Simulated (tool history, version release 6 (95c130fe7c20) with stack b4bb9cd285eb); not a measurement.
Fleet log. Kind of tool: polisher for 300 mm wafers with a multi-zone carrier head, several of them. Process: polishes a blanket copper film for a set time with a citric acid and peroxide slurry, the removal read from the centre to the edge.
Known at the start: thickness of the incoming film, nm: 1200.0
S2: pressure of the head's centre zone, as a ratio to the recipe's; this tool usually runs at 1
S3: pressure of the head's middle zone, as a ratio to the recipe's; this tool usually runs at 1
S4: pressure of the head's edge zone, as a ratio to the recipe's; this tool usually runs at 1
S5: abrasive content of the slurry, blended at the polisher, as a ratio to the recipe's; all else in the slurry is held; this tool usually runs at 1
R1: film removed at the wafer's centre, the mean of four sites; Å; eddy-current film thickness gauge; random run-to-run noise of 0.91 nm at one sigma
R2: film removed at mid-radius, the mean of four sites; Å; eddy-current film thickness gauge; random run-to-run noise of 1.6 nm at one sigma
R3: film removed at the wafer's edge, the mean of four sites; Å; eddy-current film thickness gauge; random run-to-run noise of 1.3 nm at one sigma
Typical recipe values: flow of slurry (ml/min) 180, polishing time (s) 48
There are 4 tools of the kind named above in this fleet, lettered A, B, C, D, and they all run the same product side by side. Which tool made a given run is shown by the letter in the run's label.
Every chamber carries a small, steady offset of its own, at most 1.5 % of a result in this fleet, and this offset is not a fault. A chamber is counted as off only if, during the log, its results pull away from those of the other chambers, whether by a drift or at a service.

{"run": "1B", "hour": 2.4, "flow of slurry (ml/min)": 180, "S2": 1, "S3": 1, "S4": 1, "S5": 1, "polishing time (s)": 48, "R1": 1158, "R2": 1157.2, "R3": 1142.9}
{"run": "2A", "hour": 6.3, "flow of slurry (ml/min)": 180, "S2": 1, "S3": 1, "S4": 1, "S5": 1, "polishing time (s)": 48, "R1": 1152.5, "R2": 1142.9, "R3": 1168.6}
{"run": "3C", "hour": 10.5, "flow of slurry (ml/min)": 180, "S2": 1, "S3": 1, "S4": 1, "S5": 1, "polishing time (s)": 48, "R1": 1146.8, "R2": 1159.2, "R3": 1173.3}
{"run": "4D", "hour": 12.7, "flow of slurry (ml/min)": 180, "S2": 1, "S3": 1, "S4": 1, "S5": 1, "polishing time (s)": 48, "R1": 1165.5, "R2": 1159.8, "R3": 1154.5}
{"run": "5B", "hour": 16.9, "flow of slurry (ml/min)": 180, "S2": 1, "S3": 1, "S4": 1, "S5": 1, "polishing time (s)": 48, "R1": 1171.4, "R2": 1153.7, "R3": 1138.8}
{"run": "6D", "hour": 20.6, "flow of slurry (ml/min)": 180, "S2": 1, "S3": 1, "S4": 1, "S5": 1, "polishing time (s)": 48, "R1": 1159.9, "R2": 1164.8, "R3": 1171.9}
{"run": "7C", "hour": 22.9, "flow of slurry (ml/min)": 180, "S2": 1, "S3": 1, "S4": 1, "S5": 1, "polishing time (s)": 48, "R1": 1166.3, "R2": 1151.7, "R3": 1169.1}
{"run": "8A", "hour": 24.9, "flow of slurry (ml/min)": 180, "S2": 1, "S3": 1, "S4": 1, "S5": 1, "polishing time (s)": 48, "R1": 1175.6, "R2": 1149.8, "R3": 1153.4}
{"run": "9D", "hour": 27.7, "flow of slurry (ml/min)": 180, "S2": 1, "S3": 1, "S4": 1, "S5": 1, "polishing time (s)": 48, "R1": 1163.1, "R2": 1188.3, "R3": 1131.5}
{"hour": 30.2, "done": "chamber A: worn pad replaced by a new one"}
{"run": "10C", "hour": 30.4, "flow of slurry (ml/min)": 180, "S2": 1, "S3": 1, "S4": 1, "S5": 1, "polishing time (s)": 48, "R1": 1168.5, "R2": 1158.3, "R3": 1171}
{"run": "11B", "hour": 34.3, "flow of slurry (ml/min)": 180, "S2": 1, "S3": 0.95, "S4": 1, "S5": 0.8, "polishing time (s)": 48, "R1": 1119.9, "R2": 1075, "R3": 1075.7}
{"run": "12A", "hour": 36.5, "flow of slurry (ml/min)": 180, "S2": 1, "S3": 0.95, "S4": 1, "S5": 0.8, "polishing time (s)": 48, "R1": 1098.7, "R2": 1056.6, "R3": 1107.2}
{"run": "13A", "hour": 38.9, "flow of slurry (ml/min)": 180, "S2": 1, "S3": 0.95, "S4": 1, "S5": 0.8, "polishing time (s)": 48, "R1": 1101.2, "R2": 1065.1, "R3": 1104.1}
{"hour": 42.6, "done": "chamber C: worn pad replaced by a new one"}
{"run": "14C", "hour": 42.6, "flow of slurry (ml/min)": 180, "S2": 1, "S3": 0.95, "S4": 1, "S5": 0.8, "polishing time (s)": 48, "R1": 1115.2, "R2": 1042.3, "R3": 1095.8}
{"run": "15D", "hour": 45.6, "flow of slurry (ml/min)": 180, "S2": 1, "S3": 1, "S4": 1, "S5": 1, "polishing time (s)": 48, "R1": 1158.8, "R2": 1181.7, "R3": 1179.8}
{"run": "16B", "hour": 47.8, "flow of slurry (ml/min)": 180, "S2": 1, "S3": 1, "S4": 1, "S5": 1, "polishing time (s)": 48, "R1": 1163.1, "R2": 1149.4, "R3": 1127}
{"run": "17D", "hour": 51.1, "flow of slurry (ml/min)": 180, "S2": 1, "S3": 1, "S4": 1, "S5": 1, "polishing time (s)": 48, "R1": 1164.5, "R2": 1178.3, "R3": 1177.4}
{"hour": 51.4, "done": "chamber B: worn pad replaced by a new one"}
{"run": "18A", "hour": 54.2, "flow of slurry (ml/min)": 180, "S2": 1, "S3": 1, "S4": 1, "S5": 1, "polishing time (s)": 48, "R1": 1159.2, "R2": 1143.5, "R3": 1161.1}
{"run": "19B", "hour": 57.2, "flow of slurry (ml/min)": 180, "S2": 1, "S3": 1, "S4": 1, "S5": 1, "polishing time (s)": 48, "R1": 1183.5, "R2": 1152.7, "R3": 1122.9}
{"run": "20C", "hour": 60.6, "flow of slurry (ml/min)": 180, "S2": 1.05, "S3": 1, "S4": 1, "S5": 1, "polishing time (s)": 48, "R1": 1222.2, "R2": 1169.4, "R3": 1166.1}
{"run": "21C", "hour": 64.2, "flow of slurry (ml/min)": 180, "S2": 1.05, "S3": 1, "S4": 1, "S5": 1, "polishing time (s)": 48, "R1": 1221.1, "R2": 1172.7, "R3": 1154.6}
{"run": "22D", "hour": 68.3, "flow of slurry (ml/min)": 180, "S2": 1.05, "S3": 1, "S4": 1, "S5": 1, "polishing time (s)": 48, "R1": 1217.6, "R2": 1193.5, "R3": 1148.7}
{"run": "23B", "hour": 70.8, "flow of slurry (ml/min)": 180, "S2": 1.05, "S3": 1, "S4": 1, "S5": 1, "polishing time (s)": 48, "R1": 1230.1, "R2": 1140.2, "R3": 1160.1}
{"hour": 72.1, "done": "chamber D: worn pad replaced by a new one"}
{"run": "24A", "hour": 74.9, "flow of slurry (ml/min)": 180, "S2": 1, "S3": 1, "S4": 1, "S5": 1, "polishing time (s)": 48, "R1": 1158.2, "R2": 1157.3, "R3": 1173.1}
{"run": "25B", "hour": 78.3, "flow of slurry (ml/min)": 180, "S2": 1, "S3": 1, "S4": 1, "S5": 1, "polishing time (s)": 48, "R1": 1172.6, "R2": 1129.5, "R3": 1129.6}
{"run": "26A", "hour": 80.4, "flow of slurry (ml/min)": 180, "S2": 1, "S3": 1, "S4": 1, "S5": 1, "polishing time (s)": 48, "R1": 1139.5, "R2": 1162.2, "R3": 1166.7}
{"run": "27C", "hour": 82.6, "flow of slurry (ml/min)": 180, "S2": 1, "S3": 1, "S4": 1, "S5": 1, "polishing time (s)": 48, "R1": 1169, "R2": 1160.1, "R3": 1151.9}
{"run": "28D", "hour": 85.5, "flow of slurry (ml/min)": 180, "S2": 1, "S3": 1, "S4": 1, "S5": 1, "polishing time (s)": 48, "R1": 1175.6, "R2": 1157, "R3": 1170.5}
{"run": "29B", "hour": 89.0, "flow of slurry (ml/min)": 180, "S2": 1, "S3": 1, "S4": 1, "S5": 1, "polishing time (s)": 48, "R1": 1161.1, "R2": 1187.4, "R3": 1144.6}
{"run": "30A", "hour": 91.7, "flow of slurry (ml/min)": 180, "S2": 1, "S3": 1, "S4": 1, "S5": 1, "polishing time (s)": 48, "R1": 1137, "R2": 1161.4, "R3": 1173.4}
{"run": "31C", "hour": 94.9, "flow of slurry (ml/min)": 180, "S2": 1, "S3": 1, "S4": 1, "S5": 1, "polishing time (s)": 48, "R1": 1162.1, "R2": 1148.8, "R3": 1159.9}
{"run": "32D", "hour": 96.9, "flow of slurry (ml/min)": 215, "S2": 1, "S3": 1, "S4": 1, "S5": 1, "polishing time (s)": 48, "R1": 1197.2, "R2": 1207.9, "R3": 1180.8}
{"hour": 97.4, "done": "chamber C: worn pad replaced by a new one"}
{"run": "33D", "hour": 98.9, "flow of slurry (ml/min)": 215, "S2": 1, "S3": 1, "S4": 1, "S5": 1, "polishing time (s)": 48, "R1": 1190.5, "R2": 1188.5, "R3": 1178.7}
{"run": "34A", "hour": 100.7, "flow of slurry (ml/min)": 215, "S2": 1, "S3": 1, "S4": 1, "S5": 1, "polishing time (s)": 48, "R1": 1184.5, "R2": 1185.7, "R3": 1168.7}
{"run": "35C", "hour": 104.3, "flow of slurry (ml/min)": 215, "S2": 1, "S3": 1, "S4": 1, "S5": 1, "polishing time (s)": 48, "R1": 1209.7, "R2": 1183.5, "R3": 1187.2}
{"run": "36B", "hour": 108.4, "flow of slurry (ml/min)": 180, "S2": 1, "S3": 1, "S4": 1, "S5": 1, "polishing time (s)": 48, "R1": 1149, "R2": 1172.8, "R3": 1148.1}
{"run": "37D", "hour": 112.2, "flow of slurry (ml/min)": 180, "S2": 1, "S3": 1, "S4": 1, "S5": 1, "polishing time (s)": 48, "R1": 1154.6, "R2": 1198.4, "R3": 1166.9}
{"run": "38C", "hour": 114.5, "flow of slurry (ml/min)": 180, "S2": 1, "S3": 1, "S4": 1, "S5": 1, "polishing time (s)": 48, "R1": 1173.1, "R2": 1151.9, "R3": 1180.9}
{"hour": 115.7, "done": "chamber B: worn pad replaced by a new one"}
{"run": "39B", "hour": 117.4, "flow of slurry (ml/min)": 180, "S2": 1, "S3": 1, "S4": 1, "S5": 1, "polishing time (s)": 48, "R1": 1167.3, "R2": 1164.8, "R3": 1154.8}

Next, all 4 chambers run the settings below, one line each with question marks for the results. What does each chamber give?
{"run": "40A", "hour": 120.5, "flow of slurry (ml/min)": 180, "S2": 1, "S3": 1, "S4": 1, "S5": 0.9, "polishing time (s)": 48, "R1": "?", "R2": "?", "R3": "?"}
{"run": "40B", "hour": 120.5, "flow of slurry (ml/min)": 180, "S2": 1, "S3": 1, "S4": 1, "S5": 0.9, "polishing time (s)": 48, "R1": "?", "R2": "?", "R3": "?"}
{"run": "40C", "hour": 120.5, "flow of slurry (ml/min)": 180, "S2": 1, "S3": 1, "S4": 1, "S5": 0.9, "polishing time (s)": 48, "R1": "?", "R2": "?", "R3": "?"}
{"run": "40D", "hour": 120.5, "flow of slurry (ml/min)": 180, "S2": 1, "S3": 1, "S4": 1, "S5": 0.9, "polishing time (s)": 48, "R1": "?", "R2": "?", "R3": "?"}

run=40A R1=1121.5 R2=1153.6 R3=1145.3
run=40B R1=1146.5 R2=1132.3 R3=1113.6
run=40C R1=1138.6 R2=1162.3 R3=1153.4
run=40D R1=1144.5 R2=1136.2 R3=1140.1

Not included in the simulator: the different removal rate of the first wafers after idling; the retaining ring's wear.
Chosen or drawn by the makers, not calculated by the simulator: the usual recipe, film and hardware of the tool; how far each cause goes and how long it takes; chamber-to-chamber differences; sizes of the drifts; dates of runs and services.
